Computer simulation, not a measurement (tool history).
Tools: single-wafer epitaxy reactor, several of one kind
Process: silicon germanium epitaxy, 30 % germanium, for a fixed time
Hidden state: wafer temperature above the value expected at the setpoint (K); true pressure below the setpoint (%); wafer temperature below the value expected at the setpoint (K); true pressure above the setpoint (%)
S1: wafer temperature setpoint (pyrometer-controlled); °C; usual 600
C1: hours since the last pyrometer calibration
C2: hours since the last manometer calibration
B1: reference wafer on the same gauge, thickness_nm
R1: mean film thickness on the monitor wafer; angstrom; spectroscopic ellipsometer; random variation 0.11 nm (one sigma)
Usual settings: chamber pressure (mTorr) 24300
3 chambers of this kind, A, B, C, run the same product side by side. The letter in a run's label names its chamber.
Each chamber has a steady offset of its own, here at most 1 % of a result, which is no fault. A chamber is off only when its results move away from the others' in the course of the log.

{"run": "1C", "hour": 2.5, "S1": 600, "chamber pressure (mTorr)": 24300, "C1": 269.9, "C2": 2298.4, "B1": 71.779, "R1": 639.94}
{"run": "2B", "hour": 5.8, "S1": 600, "chamber pressure (mTorr)": 24300, "C1": 770.3, "C2": 1400.5, "B1": 71.75, "R1": 632.22}
{"run": "3A", "hour": 8.3, "S1": 600, "chamber pressure (mTorr)": 24300, "C1": 774.6, "C2": 705.3, "B1": 71.722, "R1": 636.84}
{"run": "4A", "hour": 10.5, "S1": 600, "chamber pressure (mTorr)": 24300, "C1": 776.8, "C2": 707.5, "B1": 71.733, "R1": 635.78}
{"run": "5B", "hour": 14.0, "S1": 600, "chamber pressure (mTorr)": 24300, "C1": 778.5, "C2": 1408.7, "B1": 71.691, "R1": 631.35}
{"run": "6C", "hour": 17.1, "S1": 600, "chamber pressure (mTorr)": 24300, "C1": 284.5, "C2": 2313, "B1": 71.664, "R1": 641.29}
{"run": "7A", "hour": 20.6, "S1": 600, "chamber pressure (mTorr)": 24300, "C1": 786.9, "C2": 717.6, "B1": 71.681, "R1": 636.7}
{"run": "8C", "hour": 24.2, "S1": 600, "chamber pressure (mTorr)": 24300, "C1": 291.6, "C2": 2320.1, "B1": 71.673, "R1": 639.05}
{"run": "9B", "hour": 27.9, "S1": 600, "chamber pressure (mTorr)": 24300, "C1": 792.4, "C2": 1422.6, "B1": 71.625, "R1": 630.82}
{"run": "10A", "hour": 32.0, "S1": 600, "chamber pressure (mTorr)": 24300, "C1": 798.3, "C2": 729, "B1": 71.572, "R1": 635.48}
{"run": "11C", "hour": 34.6, "S1": 600, "chamber pressure (mTorr)": 24300, "C1": 302, "C2": 2330.5, "B1": 71.574, "R1": 639.28}
{"run": "12B", "hour": 37.8, "S1": 600, "chamber pressure (mTorr)": 28900, "C1": 802.3, "C2": 1432.5, "B1": 71.573, "R1": 676.52}
{"run": "13B", "hour": 40.3, "S1": 600, "chamber pressure (mTorr)": 28900, "C1": 804.8, "C2": 1435, "B1": 71.53, "R1": 675.39}
{"run": "14A", "hour": 42.2, "S1": 600, "chamber pressure (mTorr)": 28900, "C1": 808.5, "C2": 739.2, "B1": 71.512, "R1": 682.01}
{"run": "15C", "hour": 45.5, "S1": 600, "chamber pressure (mTorr)": 24300, "C1": 312.9, "C2": 2341.4, "B1": 71.529, "R1": 638.64}
{"run": "16C", "hour": 47.9, "S1": 600, "chamber pressure (mTorr)": 24300, "C1": 315.3, "C2": 2343.8, "B1": 71.463, "R1": 639.68}
{"run": "17B", "hour": 51.2, "S1": 600, "chamber pressure (mTorr)": 24300, "C1": 815.7, "C2": 1445.9, "B1": 71.479, "R1": 629.8}
{"run": "18A", "hour": 54.8, "S1": 600, "chamber pressure (mTorr)": 24300, "C1": 821.1, "C2": 751.8, "B1": 71.423, "R1": 632.8}
{"run": "19C", "hour": 56.8, "S1": 590, "chamber pressure (mTorr)": 24300, "C1": 324.2, "C2": 2352.7, "B1": 71.403, "R1": 528.94}
{"run": "20B", "hour": 59.0, "S1": 590, "chamber pressure (mTorr)": 24300, "C1": 823.5, "C2": 1453.7, "B1": 71.415, "R1": 523.16}
{"run": "21A", "hour": 61.4, "S1": 590, "chamber pressure (mTorr)": 24300, "C1": 827.7, "C2": 758.4, "B1": 71.415, "R1": 524.72}
{"run": "22C", "hour": 65.5, "S1": 600, "chamber pressure (mTorr)": 24300, "C1": 332.9, "C2": 2361.4, "B1": 71.372, "R1": 636.26}
{"run": "23B", "hour": 68.3, "S1": 600, "chamber pressure (mTorr)": 24300, "C1": 832.8, "C2": 1463, "B1": 71.361, "R1": 630.12}
{"run": "24A", "hour": 71.2, "S1": 611, "chamber pressure (mTorr)": 28900, "C1": 837.5, "C2": 768.2, "B1": 71.329, "R1": 832.23}
{"run": "25B", "hour": 74.7, "S1": 611, "chamber pressure (mTorr)": 28900, "C1": 839.2, "C2": 1469.4, "B1": 71.289, "R1": 822.36}

Next, every chamber runs the same settings. What will each give?
{"run": "26A", "hour": 77.8, "S1": 600, "chamber pressure (mTorr)": 24300, "R1": "?"}
{"run": "26B", "hour": 77.8, "S1": 600, "chamber pressure (mTorr)": 24300, "R1": "?"}
{"run": "26C", "hour": 77.8, "S1": 600, "chamber pressure (mTorr)": 24300, "R1": "?"}

run=26A R1=632.3
run=26B R1=629.2
run=26C R1=635.09
